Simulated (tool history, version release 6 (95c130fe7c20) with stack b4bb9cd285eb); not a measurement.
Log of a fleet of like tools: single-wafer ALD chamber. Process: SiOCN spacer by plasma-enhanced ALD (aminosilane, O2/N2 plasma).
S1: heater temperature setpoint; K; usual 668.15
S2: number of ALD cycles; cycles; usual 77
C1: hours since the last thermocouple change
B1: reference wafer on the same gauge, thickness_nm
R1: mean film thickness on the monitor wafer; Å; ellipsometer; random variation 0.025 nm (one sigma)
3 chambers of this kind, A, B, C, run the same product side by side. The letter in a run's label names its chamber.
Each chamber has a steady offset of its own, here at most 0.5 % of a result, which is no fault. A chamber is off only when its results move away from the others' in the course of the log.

Run 1B, hour 13.2: usual settings; C1 2693.9; B1 4.7918. Result: R1 46.660 Å.
Run 2C, hour 20.7: usual settings; C1 1525.6; B1 4.7881. Result: R1 46.932 Å.
Run 3A, hour 36.0: usual settings; C1 527.9; B1 4.7855. Result: R1 46.551 Å.
Run 4B, hour 45.1: usual settings; C1 2725.8; B1 4.7853. Result: R1 46.938 Å.
Run 5A, hour 55.0: usual settings but S1 681.15 K, S2 63 cycles; C1 546.9; B1 4.7866. Result: R1 36.915 Å.
Run 6C, hour 64.9: usual settings but S1 681.15 K, S2 63 cycles; C1 1569.8; B1 4.7916. Result: R1 37.043 Å.
Run 7A, hour 77.0: usual settings but S1 681.15 K, S2 63 cycles; C1 568.9; B1 4.7891. Result: R1 37.137 Å.
Run 8C, hour 88.3: usual settings; C1 1593.2; B1 4.7884. Result: R1 46.502 Å.
Run 9B, hour 100.6: usual settings; C1 2781.3; B1 4.7909. Result: R1 46.287 Å.
Run 10B, hour 116.8: usual settings; C1 2797.5; B1 4.7876. Result: R1 46.509 Å.
Run 11A, hour 127.8: usual settings; C1 619.7; B1 4.7873. Result: R1 46.542 Å.
At hour 132.0: chamber B: thermocouple changed; heater temperature recalibrated.
Run 12C, hour 140.4: usual settings; C1 1645.3; B1 4.7901. Result: R1 46.778 Å.
Run 13C, hour 151.4: usual settings; C1 1656.3; B1 4.7923. Result: R1 46.554 Å.
Run 14B, hour 164.7: usual settings; C1 32.8; B1 4.7907. Result: R1 46.433 Å.
Run 15A, hour 180.3: usual settings; C1 672.2; B1 4.7932. Result: R1 46.191 Å.
Run 16B, hour 193.6: usual settings; C1 61.7; B1 4.7965. Result: R1 46.737 Å.
Run 17A, hour 201.9: usual settings; C1 693.8; B1 4.7936. Result: R1 46.568 Å.
Run 18C, hour 214.9: usual settings; C1 1719.8; B1 4.7899. Result: R1 46.507 Å.
Run 19B, hour 225.2: usual settings; C1 93.3; B1 4.7900. Result: R1 46.431 Å.
Run 20A, hour 237.4: usual settings; C1 729.3; B1 4.7986. Result: R1 46.434 Å.
Run 21C, hour 252.1: usual settings; C1 1757.0; B1 4.7872. Result: R1 46.523 Å.
Run 22C, hour 261.3: usual settings; C1 1766.2; B1 4.7878. Result: R1 46.717 Å.
Run 23A, hour 276.0: usual settings but S1 655.15 K; C1 767.9; B1 4.7847. Result: R1 46.410 Å.
Run 24B, hour 286.8: usual settings but S1 655.15 K; C1 154.9; B1 4.7915. Result: R1 46.272 Å.
Run 25B, hour 296.4: usual settings but S1 655.15 K; C1 164.5; B1 4.7865. Result: R1 46.251 Å.
Run 26C, hour 306.7: usual settings; C1 1811.6; B1 4.7925. Result: R1 46.680 Å.
Run 27A, hour 315.1: usual settings; C1 807.0; B1 4.7921. Result: R1 46.442 Å.
Run 28A, hour 324.7: usual settings but S1 682.15 K, S2 82 cycles; C1 816.6; B1 4.7899. Result: R1 48.394 Å.

Next, every chamber runs the same settings. What will each give?
Run 29A, hour 336.3: usual settings but S1 660.15 K. Result: R1 ?.
Run 29B, hour 336.3: usual settings but S1 660.15 K. Result: R1 ?.
Run 29C, hour 336.3: usual settings but S1 660.15 K. Result: R1 ?.

run      R1
29A  46.700
29B  46.394
29C  46.322
